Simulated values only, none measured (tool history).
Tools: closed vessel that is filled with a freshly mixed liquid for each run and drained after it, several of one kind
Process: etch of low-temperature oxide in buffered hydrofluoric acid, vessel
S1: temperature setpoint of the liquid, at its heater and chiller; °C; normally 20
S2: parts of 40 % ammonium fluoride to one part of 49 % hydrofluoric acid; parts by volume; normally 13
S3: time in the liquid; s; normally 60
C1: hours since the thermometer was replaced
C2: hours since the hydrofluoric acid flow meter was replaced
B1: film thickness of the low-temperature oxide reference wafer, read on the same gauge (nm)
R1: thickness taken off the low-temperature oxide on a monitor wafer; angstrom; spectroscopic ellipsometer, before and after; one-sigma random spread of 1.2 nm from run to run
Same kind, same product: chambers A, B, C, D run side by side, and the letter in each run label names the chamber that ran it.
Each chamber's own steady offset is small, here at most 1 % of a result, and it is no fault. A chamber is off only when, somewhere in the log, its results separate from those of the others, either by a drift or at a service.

run,hour,S1,S2,S3,C1,C2,B1,R1
1A,8.1,20,13,60,1937.5,106.8,40.033,1775.6
2B,18.5,20,13,60,2018.7,1035.1,40.022,1772.7
3D,25.4,20,13,60,3159.6,753.9,39.987,1787.3
4C,38.1,20,13,60,974.3,430.2,40.007,1775.8
5C,51.5,20,13,60,987.7,443.6,39.955,1768.8
6A,62.1,20,13,60,1991.5,160.8,39.979,1763.5
7B,71.6,20,13,60,2071.8,1088.2,40.016,1777.9
8D,79.8,20,13,60,3214,808.3,40.025,1792.6
9A,85.9,20,13,60,2015.3,184.6,39.971,1775.3
10D,94.3,20,13,60,3228.5,822.8,40.006,1775.1
11B,100.6,20,13,60,2100.8,1117.2,39.988,1776.7
12C,110,20,13,60,1046.2,502.1,40.022,1778.3
13D,119.7,17,13,90,3253.9,848.2,39.998,2299.2
14A,133.1,17,13,90,2062.5,231.8,40.032,2230.5
15B,140.2,17,13,90,2140.4,1156.8,40.003,2309.1
16C,150.6,17,13,90,1086.8,542.7,39.972,2245.5
# hour 155.8: chamber D: thermometer replaced
17A,158.3,20,13,60,2087.7,257,39.986,1772.1
18D,166.8,20,13,60,11,895.3,39.992,1854.6
19B,176.4,20,13,60,2176.6,1193,39.993,1789.2
20C,189.5,20,13,60,1125.7,581.6,40.058,1768.8
21C,198.7,20,13,60,1134.9,590.8,39.985,1764
22D,206.8,20,13,60,51,935.3,39.992,1862.9
23B,214.7,20,15,90,2214.9,1231.3,39.984,2330.6
24A,223.7,20,15,90,2153.1,322.4,40.02,2286.2
25C,229.9,20,15,90,1166.1,622,40.018,2322.8
26D,238.9,20,15,90,83.1,967.4,40.055,2439.2
27B,247.3,20,13,60,2247.5,1263.9,40.007,1790.3
28A,253.8,20,13,80,2183.2,352.5,40.024,2337.3
29A,265.9,20,13,80,2195.3,364.6,39.994,2337.4
30D,275.6,20,13,80,119.8,1004.1,40.052,2573.8
31C,285.3,20,13,80,1221.5,677.4,39.97,2353
32B,298.4,20,13,60,2298.6,1315,39.969,1790.7
33B,309,20,13,60,2309.2,1325.6,39.988,1774.2
# hour 312: chamber A: thermometer replaced
34A,315.9,20,13,60,4,414.6,40.027,1745.8
35C,322.1,20,13,60,1258.3,714.2,39.999,1785.4
36D,332.1,20,13,60,176.3,1060.6,40.006,1959
37D,342.2,20,13,60,186.4,1070.7,39.995,1937
38C,354.3,20,13,60,1290.5,746.4,40.047,1778.7
39B,367.4,22.5,13,60,2367.6,1384,40.016,2044.2
40A,378,22.5,13,60,66.1,476.7,39.955,2029

The same settings go to every chamber for the next run, one line per chamber below. Forecast the results for each:
41A,387.6,17,13,60,,,,?
41B,387.6,17,13,60,,,,?
41C,387.6,17,13,60,,,,?
41D,387.6,17,13,60,,,,?

run,R1
41A,1495.2
41B,1492.6
41C,1484
41D,1646.1

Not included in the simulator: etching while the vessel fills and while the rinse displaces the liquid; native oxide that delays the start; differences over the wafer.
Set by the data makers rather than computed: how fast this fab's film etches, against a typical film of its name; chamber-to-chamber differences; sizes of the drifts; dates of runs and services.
